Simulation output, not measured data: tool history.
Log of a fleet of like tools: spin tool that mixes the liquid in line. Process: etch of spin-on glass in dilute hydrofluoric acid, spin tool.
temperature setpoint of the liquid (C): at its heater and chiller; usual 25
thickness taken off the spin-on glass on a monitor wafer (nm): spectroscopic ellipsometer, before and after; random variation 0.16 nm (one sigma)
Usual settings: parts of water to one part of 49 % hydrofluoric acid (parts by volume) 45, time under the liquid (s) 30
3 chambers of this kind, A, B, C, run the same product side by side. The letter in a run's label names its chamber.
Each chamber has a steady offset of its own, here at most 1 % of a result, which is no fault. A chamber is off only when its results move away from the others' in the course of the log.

run  hour  temperature setpoint of the liquid (C)  parts of water to one part of 49 % hydrofluoric acid (parts by volume)  time under the liquid (s)  read-back film thickness of the spin-on glass reference wafer, read on the same gauge (nm)  thickness taken off the spin-on glass on a monitor wafer (nm)
 1C   4.3                                      25                                                                      45                         30                                                                                      39.996                                                         18.266
 2B   8.5                                      25                                                                      45                         30                                                                                      39.968                                                         18.125
 3A  10.6                                      25                                                                      45                         30                                                                                      40.006                                                         18.175
 4B  13.0                                      25                                                                      45                         30                                                                                      40.008                                                         18.087
 5C  17.1                                      25                                                                      45                         30                                                                                      40.002                                                         18.333
 6A  20.1                                      25                                                                      45                         35                                                                                      40.014                                                         20.714
 7B  23.0                                      25                                                                      45                         35                                                                                      40.003                                                         21.180
 8C  26.0                                      25                                                                      45                         35                                                                                      40.010                                                         21.195
 9A  28.1                                      25                                                                      45                         30                                                                                      40.005                                                         18.553
10B  30.3                                      25                                                                      45                         30                                                                                      40.001                                                         18.343
11C  33.1                                      25                                                                      45                         30                                                                                      40.004                                                         18.172
12A  36.8                                      25                                                                      45                         30                                                                                      39.984                                                         18.533
13A  39.2                                      25                                                                      35                         40                                                                                      39.987                                                         32.084
14C  42.1                                      25                                                                      35                         40                                                                                      40.025                                                         30.921
15B  44.7                                      25                                                                      35                         40                                                                                      39.994                                                         31.298
16C  48.3                                      25                                                                      45                         30                                                                                      39.992                                                         18.042
17B  51.4                                      25                                                                      45                         30                                                                                      40.004                                                         18.450
18A  53.4                                      25                                                                      45                         30                                                                                      39.982                                                         18.951
19B  56.6                                      25                                                                      45                         30                                                                                      39.998                                                         18.231
20A  60.6                                      25                                                                      45                         30                                                                                      40.017                                                         19.085
21C  62.9                                      25                                                                      45                         30                                                                                      40.014                                                         17.943
22B  65.1                                      25                                                                      45                         30                                                                                      40.028                                                         18.358
23C  67.8                                      25                                                                      45                         30                                                                                      40.002                                                         18.098
24A  71.3                                      25                                                                      45                         30                                                                                      40.020                                                         19.750
25B  73.6                                      25                                                                      45                         30                                                                                      40.001                                                         18.292
26C  76.9                                      25                                                                      45                         30                                                                                      40.002                                                         17.863
27A  81.1                                      25                                                                      45                         30                                                                                      40.015                                                         19.966
28A  84.2                                      25                                                                      45                         30                                                                                      40.008                                                         19.925
29C  87.1                                      25                                                                      45                         30                                                                                      39.999                                                         17.961
30B  89.6                                      25                                                                      45                         30                                                                                      40.007                                                         18.288

Is one chamber off against the others, does the gauge drift, or is nothing wrong? If a chamber is off, say which, and what the likeliest cause is.

Chamber A drifts away from the others.
Cause: hydrofluoric acid flow above the setpoint (%) = 12.2.
The log may not tell that from: liquid hotter than its thermometer reads (K).

Here are 4 candidates for chamber A's next run, each the usual settings with a change, their results left as question marks. Which one brings its results back in line with what the others give on the usual settings?
In line means no further than this from the other chambers' mean on the usual settings: thickness taken off the spin-on glass on a monitor wafer (nm) 0.560
31A-1  92.7                                    23.5                                                                      45                         30                                                                                                                                                          ?
31A-2  92.7                                    22.0                                                                      45                         30                                                                                                                                                          ?
31A-3  92.7                                    26.5                                                                      45                         30                                                                                                                                                          ?
31A-4  92.7                                    28.0                                                                      45                         30                                                                                                                                                          ?

The other chambers' mean on the usual settings: thickness taken off the spin-on glass on a monitor wafer (nm) 18.165
  run  thickness taken off the spin-on glass on a monitor wafer (nm)
31A-1                                                         19.170
31A-2                                                         17.995
31A-3                                                         21.690
31A-4                                                         23.057
31A-2 brings the chamber back in line.
